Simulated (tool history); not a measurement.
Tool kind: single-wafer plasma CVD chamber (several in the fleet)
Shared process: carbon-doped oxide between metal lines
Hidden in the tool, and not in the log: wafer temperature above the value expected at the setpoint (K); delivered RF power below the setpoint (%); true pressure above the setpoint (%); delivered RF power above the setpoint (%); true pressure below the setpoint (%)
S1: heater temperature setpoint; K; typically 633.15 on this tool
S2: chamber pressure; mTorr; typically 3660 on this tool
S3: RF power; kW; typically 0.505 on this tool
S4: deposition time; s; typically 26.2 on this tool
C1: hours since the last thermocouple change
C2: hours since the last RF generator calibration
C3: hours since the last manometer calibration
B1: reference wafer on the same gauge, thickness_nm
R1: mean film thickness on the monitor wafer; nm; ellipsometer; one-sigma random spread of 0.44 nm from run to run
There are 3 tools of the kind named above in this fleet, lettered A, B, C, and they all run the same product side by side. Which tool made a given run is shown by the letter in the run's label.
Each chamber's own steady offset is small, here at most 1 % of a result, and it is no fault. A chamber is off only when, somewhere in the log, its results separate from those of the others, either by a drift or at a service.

-- hour=3.9 chamber B: thermocouple changed; heater temperature recalibrated
run 1C hour=4.2 | S1=633.15 S2=3660 S3=0.505 S4=26.2 | C1=774.9 C2=1402.1 C3=160.4 | B1=147.12 | R1=125.99
run 2B hour=7.8 | S1=633.15 S2=3660 S3=0.505 S4=26.2 | C1=4 C2=1908.7 C3=1261.4 | B1=146.99 | R1=125.26
run 3A hour=10.6 | S1=633.15 S2=3660 S3=0.505 S4=26.2 | C1=167.8 C2=472.1 C3=286.7 | B1=147.04 | R1=125.31
run 4B hour=14 | S1=633.15 S2=3660 S3=0.505 S4=26.2 | C1=10.2 C2=1914.9 C3=1267.6 | B1=147.08 | R1=124.81
run 5A hour=17 | S1=633.15 S2=3660 S3=0.505 S4=26.2 | C1=174.2 C2=478.5 C3=293.1 | B1=147.1 | R1=125.11
run 6C hour=21.2 | S1=633.15 S2=3660 S3=0.505 S4=26.2 | C1=791.9 C2=1419.1 C3=177.4 | B1=146.92 | R1=125.76
run 7B hour=23.4 | S1=633.15 S2=3660 S3=0.505 S4=26.2 | C1=19.6 C2=1924.3 C3=1277 | B1=146.94 | R1=124.72
run 8C hour=25.7 | S1=633.15 S2=3660 S3=0.505 S4=26.2 | C1=796.4 C2=1423.6 C3=181.9 | B1=146.93 | R1=125.61
run 9A hour=29.9 | S1=633.15 S2=3660 S3=0.505 S4=26.2 | C1=187.1 C2=491.4 C3=306 | B1=147.1 | R1=124.84
run 10B hour=33.5 | S1=633.15 S2=3660 S3=0.505 S4=26.2 | C1=29.7 C2=1934.4 C3=1287.1 | B1=147.03 | R1=125.22
run 11C hour=37.2 | S1=633.15 S2=3660 S3=0.505 S4=26.2 | C1=807.9 C2=1435.1 C3=193.4 | B1=147.06 | R1=126.38
run 12A hour=41.3 | S1=633.15 S2=3660 S3=0.505 S4=26.2 | C1=198.5 C2=502.8 C3=317.4 | B1=146.97 | R1=124.22
run 13C hour=45.2 | S1=633.15 S2=3660 S3=0.505 S4=26.2 | C1=815.9 C2=1443.1 C3=201.4 | B1=147.03 | R1=126.07
run 14B hour=48.6 | S1=633.15 S2=3660 S3=0.59 S4=26.2 | C1=44.8 C2=1949.5 C3=1302.2 | B1=146.95 | R1=138.53
run 15A hour=51 | S1=633.15 S2=3660 S3=0.59 S4=26.2 | C1=208.2 C2=512.5 C3=327.1 | B1=146.97 | R1=137.44
run 16A hour=53.3 | S1=633.15 S2=3660 S3=0.59 S4=26.2 | C1=210.5 C2=514.8 C3=329.4 | B1=146.96 | R1=136.41
run 17B hour=56.1 | S1=633.15 S2=3660 S3=0.505 S4=26.2 | C1=52.3 C2=1957 C3=1309.7 | B1=147.02 | R1=125.15
run 18C hour=59.3 | S1=643.15 S2=3660 S3=0.505 S4=29.8 | C1=830 C2=1457.2 C3=215.5 | B1=147.17 | R1=139.25
run 19C hour=61.2 | S1=643.15 S2=3660 S3=0.505 S4=29.8 | C1=831.9 C2=1459.1 C3=217.4 | B1=146.88 | R1=138.78
run 20B hour=63.9 | S1=643.15 S2=3660 S3=0.505 S4=29.8 | C1=60.1 C2=1964.8 C3=1317.5 | B1=146.98 | R1=138.69
run 21A hour=65.8 | S1=633.15 S2=3660 S3=0.505 S4=26.2 | C1=223 C2=527.3 C3=341.9 | B1=146.86 | R1=123.33
run 22B hour=68.5 | S1=633.15 S2=3660 S3=0.505 S4=26.2 | C1=64.7 C2=1969.4 C3=1322.1 | B1=146.86 | R1=125.04
run 23A hour=72.7 | S1=633.15 S2=3660 S3=0.505 S4=26.2 | C1=229.9 C2=534.2 C3=348.8 | B1=146.9 | R1=123.52
run 24C hour=76.8 | S1=633.15 S2=3660 S3=0.505 S4=26.2 | C1=847.5 C2=1474.7 C3=233 | B1=146.84 | R1=126.75

For the next run the whole fleet of 3 chambers uses the same settings. Give each chamber's results:
run 25A hour=79.8 | S1=633.15 S2=3660 S3=0.505 S4=26.2 | R1=?
run 25B hour=79.8 | S1=633.15 S2=3660 S3=0.505 S4=26.2 | R1=?
run 25C hour=79.8 | S1=633.15 S2=3660 S3=0.505 S4=26.2 | R1=?

run=25A R1=123.67
run=25B R1=125.04
run=25C R1=126.46
